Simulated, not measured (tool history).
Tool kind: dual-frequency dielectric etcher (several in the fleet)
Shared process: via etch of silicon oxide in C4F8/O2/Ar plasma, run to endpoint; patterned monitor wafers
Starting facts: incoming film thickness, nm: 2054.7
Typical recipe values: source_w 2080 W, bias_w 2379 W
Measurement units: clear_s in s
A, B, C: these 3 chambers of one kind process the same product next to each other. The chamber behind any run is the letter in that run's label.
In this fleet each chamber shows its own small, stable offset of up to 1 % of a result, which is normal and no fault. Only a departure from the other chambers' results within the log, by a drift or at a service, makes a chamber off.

| run | hour | source_w | bias_w | clear_s |
|---|---|---|---|---|
| 1C | 4.7 | 2080 | 2379 | 380.13 |
| 2A | 10 | 2080 | 2379 | 377.42 |
| 3B | 14 | 2080 | 2379 | 383 |
| 4C | 17.9 | 2080 | 2379 | 385.05 |
| 5A | 21.3 | 2080 | 2379 | 384.93 |
| 6B | 25.8 | 2080 | 2379 | 377.91 |
| 7B | 30.2 | 2080 | 2379 | 380.86 |
| 8A | 33.7 | 2080 | 2379 | 377.1 |
| 9C | 39.5 | 2080 | 2379 | 377.7 |
| 10C | 42.9 | 2080 | 2379 | 381.46 |
| 11B | 45.9 | 2080 | 2379 | 377.38 |
| 12A | 48.9 | 2080 | 2379 | 381.92 |
| 13C | 54.7 | 2080 | 2379 | 384.14 |
| 14B | 57.7 | 2080 | 2379 | 379.88 |
| 15A | 62.3 | 2080 | 2379 | 380.52 |
| 16A | 65 | 2080 | 2379 | 381.39 |
| 17C | 67.9 | 2080 | 2379 | 382.18 |
| 18B | 73.4 | 2080 | 2379 | 381.23 |
| 19B | 79 | 2080 | 1828 | 414.34 |
| 20C | 83.6 | 2080 | 1828 | 413.65 |
| 21A | 88.3 | 2080 | 1828 | 420.13 |
| 22A | 93.1 | 2080 | 2379 | 391.67 |
| 23B | 96 | 2080 | 2379 | 379.59 |
| 24C | 102 | 2080 | 2379 | 375.34 |
| 25C | 106.2 | 2080 | 2379 | 384.55 |
| 26A | 109.4 | 2080 | 2379 | 392.37 |
| 27B | 114.4 | 2080 | 2379 | 378.45 |
| 28C | 118.8 | 2080 | 2379 | 377.4 |
| 29A | 122.1 | 2080 | 2379 | 392.93 |
| 30B | 127.9 | 2400 | 2379 | 358.92 |
| 31A | 133.1 | 2400 | 2379 | 371.07 |
| 32B | 135.7 | 2400 | 2379 | 360.36 |

Next, all 3 chambers run the settings below, one line each with question marks for the results. What does each chamber give?
| 33A | 140 | 1890 | 2379 | ? |
| 33B | 140 | 1890 | 2379 | ? |
| 33C | 140 | 1890 | 2379 | ? |

| run | clear_s |
|---|---|
| 33A | 407.56 |
| 33B | 394.96 |
| 33C | 395.79 |

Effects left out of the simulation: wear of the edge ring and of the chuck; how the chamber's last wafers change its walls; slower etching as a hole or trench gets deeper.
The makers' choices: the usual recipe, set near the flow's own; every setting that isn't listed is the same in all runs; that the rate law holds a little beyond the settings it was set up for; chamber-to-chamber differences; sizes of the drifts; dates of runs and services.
